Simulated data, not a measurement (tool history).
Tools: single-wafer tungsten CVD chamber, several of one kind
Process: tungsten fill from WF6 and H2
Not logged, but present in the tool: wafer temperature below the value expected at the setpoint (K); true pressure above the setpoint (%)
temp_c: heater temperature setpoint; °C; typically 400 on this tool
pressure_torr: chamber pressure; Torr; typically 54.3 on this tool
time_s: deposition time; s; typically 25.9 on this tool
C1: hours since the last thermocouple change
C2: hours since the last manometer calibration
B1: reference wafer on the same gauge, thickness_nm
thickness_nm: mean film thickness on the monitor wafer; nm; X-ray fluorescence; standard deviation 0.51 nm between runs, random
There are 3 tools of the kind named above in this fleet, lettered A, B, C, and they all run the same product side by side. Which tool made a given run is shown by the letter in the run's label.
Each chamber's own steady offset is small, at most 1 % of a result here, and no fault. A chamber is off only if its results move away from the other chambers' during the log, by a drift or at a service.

Run 1C, hour 7.2: usual settings; C1 1392.5; C2 1466.0; B1 108.45. Result: thickness_nm 99.406 nm.
Run 2A, hour 12.7: usual settings; C1 1274.3; C2 990.2; B1 108.35. Result: thickness_nm 98.904 nm.
Run 3B, hour 19.9: usual settings; C1 1730.9; C2 667.3; B1 108.33. Result: thickness_nm 99.213 nm.
Run 4B, hour 25.8: usual settings; C1 1736.8; C2 673.2; B1 108.48. Result: thickness_nm 100.280 nm.
Run 5C, hour 33.3: usual settings; C1 1418.6; C2 1492.1; B1 108.41. Result: thickness_nm 99.441 nm.
Run 6A, hour 40.0: usual settings; C1 1301.6; C2 1017.5; B1 108.34. Result: thickness_nm 99.121 nm.
At hour 45.0: chamber B: thermocouple changed; heater temperature recalibrated.
Run 7A, hour 47.3: usual settings; C1 1308.9; C2 1024.8; B1 108.57. Result: thickness_nm 99.364 nm.
Run 8C, hour 52.9: usual settings; C1 1438.2; C2 1511.7; B1 108.41. Result: thickness_nm 98.794 nm.
Run 9B, hour 57.9: usual settings but time_s 30.4 s; C1 13.0; C2 705.3; B1 108.53. Result: thickness_nm 109.280 nm.
Run 10C, hour 63.7: usual settings but time_s 30.4 s; C1 1449.0; C2 1522.5; B1 108.40. Result: thickness_nm 116.210 nm.
Run 11B, hour 70.3: usual settings but time_s 30.4 s; C1 25.4; C2 717.7; B1 108.43. Result: thickness_nm 110.340 nm.
Run 12A, hour 75.8: usual settings; C1 1337.4; C2 1053.3; B1 108.45. Result: thickness_nm 99.538 nm.
Run 13B, hour 82.5: usual settings; C1 37.6; C2 729.9; B1 108.39. Result: thickness_nm 92.007 nm.
Run 14C, hour 89.7: usual settings; C1 1475.0; C2 1548.5; B1 108.30. Result: thickness_nm 99.018 nm.
Run 15A, hour 93.2: usual settings; C1 1354.8; C2 1070.7; B1 108.43. Result: thickness_nm 98.898 nm.
Run 16C, hour 100.0: usual settings; C1 1485.3; C2 1558.8; B1 108.44. Result: thickness_nm 99.145 nm.
Run 17B, hour 107.3: usual settings; C1 62.4; C2 754.7; B1 108.36. Result: thickness_nm 93.270 nm.
Run 18A, hour 113.7: usual settings; C1 1375.3; C2 1091.2; B1 108.46. Result: thickness_nm 99.534 nm.
Run 19A, hour 117.4: usual settings; C1 1379.0; C2 1094.9; B1 108.50. Result: thickness_nm 98.645 nm.
Run 20B, hour 120.7: usual settings; C1 75.8; C2 768.1; B1 108.41. Result: thickness_nm 93.899 nm.
Run 21C, hour 126.3: usual settings; C1 1511.6; C2 1585.1; B1 108.41. Result: thickness_nm 98.366 nm.
Run 22B, hour 131.7: usual settings; C1 86.8; C2 779.1; B1 108.43. Result: thickness_nm 93.627 nm.
Run 23A, hour 135.1: usual settings; C1 1396.7; C2 1112.6; B1 108.40. Result: thickness_nm 98.496 nm.
Run 24C, hour 142.0: usual settings; C1 1527.3; C2 1600.8; B1 108.38. Result: thickness_nm 98.368 nm.
Run 25C, hour 147.2: usual settings; C1 1532.5; C2 1606.0; B1 108.19. Result: thickness_nm 98.618 nm.

What goes on in this fleet: one chamber off, a drifting gauge, or nothing beyond the chambers' own small offsets? Name the chamber and the cause, if any.

The work done on chamber B during a service left it standing apart from the others.
Cause: wafer temperature below the value expected at the setpoint (K) = 3.66.

Chamber B could run next with any of the 4 candidate recipes listed below; each alters the usual settings, and their results appear as question marks. Which one brings its results back in line with what the other chambers deliver on the usual settings?
Allowed miss from the other chambers' usual-settings mean, per result, to count as in line: thickness_nm 1.800 nm
Run 26B-1, hour 152.5: usual settings but temp_c 399 °C, pressure_torr 54.0 Torr, time_s 25.7 s. Result: thickness_nm ?.
Run 26B-2, hour 152.5: usual settings but temp_c 403 °C, pressure_torr 55.3 Torr. Result: thickness_nm ?.
Run 26B-3, hour 152.5: usual settings but time_s 26.6 s. Result: thickness_nm ?.
Run 26B-4, hour 152.5: usual settings but pressure_torr 52.6 Torr, time_s 24.7 s. Result: thickness_nm ?.

The other chambers' mean on the usual settings: thickness_nm 98.995 nm
  run  thickness_nm
26B-1        90.871
26B-2        99.635
26B-3        96.060
26B-4        87.908
26B-2 puts the chamber back in line with the other chambers.
